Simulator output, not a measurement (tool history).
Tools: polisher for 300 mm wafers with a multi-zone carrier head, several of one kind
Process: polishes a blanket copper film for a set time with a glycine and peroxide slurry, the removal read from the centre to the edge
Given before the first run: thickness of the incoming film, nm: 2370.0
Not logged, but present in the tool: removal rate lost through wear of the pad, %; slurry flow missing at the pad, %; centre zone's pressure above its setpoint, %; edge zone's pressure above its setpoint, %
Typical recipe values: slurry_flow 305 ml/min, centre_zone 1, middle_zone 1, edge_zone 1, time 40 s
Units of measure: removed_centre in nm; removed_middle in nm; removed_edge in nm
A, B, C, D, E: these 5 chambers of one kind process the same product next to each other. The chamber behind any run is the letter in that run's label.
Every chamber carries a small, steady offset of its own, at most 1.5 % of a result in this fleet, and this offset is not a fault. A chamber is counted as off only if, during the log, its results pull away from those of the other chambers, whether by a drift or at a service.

run,hour,slurry_flow,centre_zone,middle_zone,edge_zone,time,wafers polished on this pad,hours since the slurry nozzle was cleaned,hours since the centre zone pressure was calibrated,hours since the edge zone pressure was calibrated,removed_centre,removed_middle,removed_edge
1B,2.2,305,1,1,1,40,600,173.2,657.3,452.9,191.37,192.2,197.48
2C,5.3,305,1,1,1,40,631,152.5,169.6,504.4,193.78,195.17,198.62
3D,8.6,305,1,1,1,40,753,115.3,118.9,243.1,198.45,195.32,197.29
4A,11,305,1,1,1,40,431,538.9,121.5,657.4,199.42,196.67,193.51
5E,14.7,305,1.08,1,1,51,463,527.2,210.4,297.3,274.41,251.17,247.58
6E,16.7,305,1.08,1,1,51,479,529.2,212.4,299.3,269.16,253.03,246.66
# hour 17.6: chamber D: worn pad replaced by a new one
7C,18.8,305,1.08,1,1,51,744,166,183.1,517.9,270.3,249.7,253.7
8D,21,305,1.08,1,1,51,28,127.7,131.3,255.5,270.61,248.95,256.91
9B,24.4,305,1.08,1,1,51,786,195.4,679.5,475.1,268.77,249.04,251.09
# hour 24.6: chamber B: worn pad replaced by a new one
10A,28,305,1,1,1,40,574,555.9,138.5,674.4,195.98,191.96,192.23
11C,31.5,305,1,1,1,40,851,178.7,195.8,530.6,196.27,193.47,196.82
# hour 31.6: chamber E: edge zone pressure recalibrated
12E,34.4,305,1,1,1,40,628,546.9,230.1,2.9,197.07,194.41,194.56
# hour 34.9: chamber A: slurry nozzle cleaned
13D,37,305,1,1,1,40,162,143.7,147.3,271.5,196.5,196.45,198.51
14B,40,305,1,1,1,40,129,211,695.1,490.7,194.11,195.61,198.15
15A,43.8,305,1,1,1,40,706,8.9,154.3,690.2,193.95,191.01,192.72
16C,46.8,305,1,1,1,40,979,194,211.1,545.9,195.65,194.32,196.2
17A,51.4,305,1,1,0.89,45,770,16.5,161.9,697.8,220.48,220.39,210.56
18E,56.1,305,1,1,0.89,45,809,568.6,251.8,24.6,224.64,214.68,210.38
# hour 58.4: chamber C: worn pad replaced by a new one
19D,59,305,1,1,0.89,45,346,165.7,169.3,293.5,222.4,216.62,212.24
# hour 61: chamber A: worn pad replaced by a new one
20B,63.2,305,1,1,0.89,45,323,234.2,718.3,513.9,217.56,219.92,210.26
21A,67.8,305,1,1,0.89,45,57,32.9,178.3,714.2,221.46,219.83,206.21
22E,71.9,305,1,1,0.9,35,942,584.4,267.6,40.4,167.79,165.69,156.56
# hour 72.8: chamber B: edge zone pressure recalibrated
23D,76.2,305,1,1,0.9,35,490,182.9,186.5,310.7,171.9,174.73,161.99
# hour 77.9: chamber D: edge zone pressure recalibrated
24B,79.6,305,1,1,0.9,35,460,250.6,734.7,6.9,167.54,170.52,166.05
25C,82.5,305,1,1,0.9,35,202,229.7,246.8,581.6,171.04,170.87,163.48
26C,86,305,1,1,0.9,35,231,233.2,250.3,585.1,175.18,171.96,167.41
27A,89.6,305,1,1,1,40,240,54.7,200.1,736,194.07,193.73,197.11
28E,93,405,1,1,1,40,1118,605.5,288.7,61.5,191.91,190.75,187.95
29B,97.2,405,1,1,1,40,608,268.2,752.3,24.5,201.41,199.65,204.01
# hour 101: chamber B: worn pad replaced by a new one
30D,101,405,1,1,1,40,698,207.7,211.3,23.1,202.36,200.47,202.87
31E,103.3,405,1,1,1,40,1204,615.8,299,71.8,189.91,185.49,187.15
32A,106.3,405,1,1,1,40,379,71.4,216.8,752.7,199.37,202.95,201.41
33C,110,305,1,1,1,40,432,257.2,274.3,609.1,197.42,196.25,198.95
34D,113.1,305,1,1,1,40,799,219.8,223.4,35.2,196.9,193.31,201.46
35B,117,305,1,1,1,52,134,288,772.1,44.3,255.06,253.79,251.19
36D,119.5,305,1,1,1,52,853,226.2,229.8,41.6,255.7,252.53,263.03
37C,122.5,305,1,1,1,52,536,269.7,286.8,621.6,252.83,251.59,260.86
38E,127,305,1,1,1,52,1403,639.5,322.7,95.5,234.75,229.91,230.12
39B,129.9,305,1,1,1,52,242,300.9,785,57.2,254.87,258.96,258.25
# hour 132.6: chamber D: worn pad replaced by a new one
40A,133.4,305,1,1,1,40,606,98.5,243.9,779.8,193.18,195.14,193.42
41B,138.1,305,1,1,1,40,311,309.1,793.2,65.4,192.67,195.39,195.17
42E,140.8,305,1,1,1,40,1518,653.3,336.5,109.3,175.91,176.33,173.51
# hour 141.1: chamber A: edge zone pressure recalibrated
43A,144.3,305,1,1,1.11,40,698,109.4,254.8,3.2,195.43,192.64,206.27
44D,147.1,305,1,1,1.11,40,121,253.8,257.4,69.2,197.1,193.53,206.88

Next, every chamber runs the same settings. What will each give?
45A,150.5,305,0.96,1,1,40,,,,,?,?,?
45B,150.5,305,0.96,1,1,40,,,,,?,?,?
45C,150.5,305,0.96,1,1,40,,,,,?,?,?
45D,150.5,305,0.96,1,1,40,,,,,?,?,?
45E,150.5,305,0.96,1,1,40,,,,,?,?,?

run,removed_centre,removed_middle,removed_edge
45A,185.57,196.62,194.46
45B,184.56,194.27,195.23
45C,188.2,195.81,202.11
45D,189.3,198.34,195.58
45E,163.01,169.84,172.52
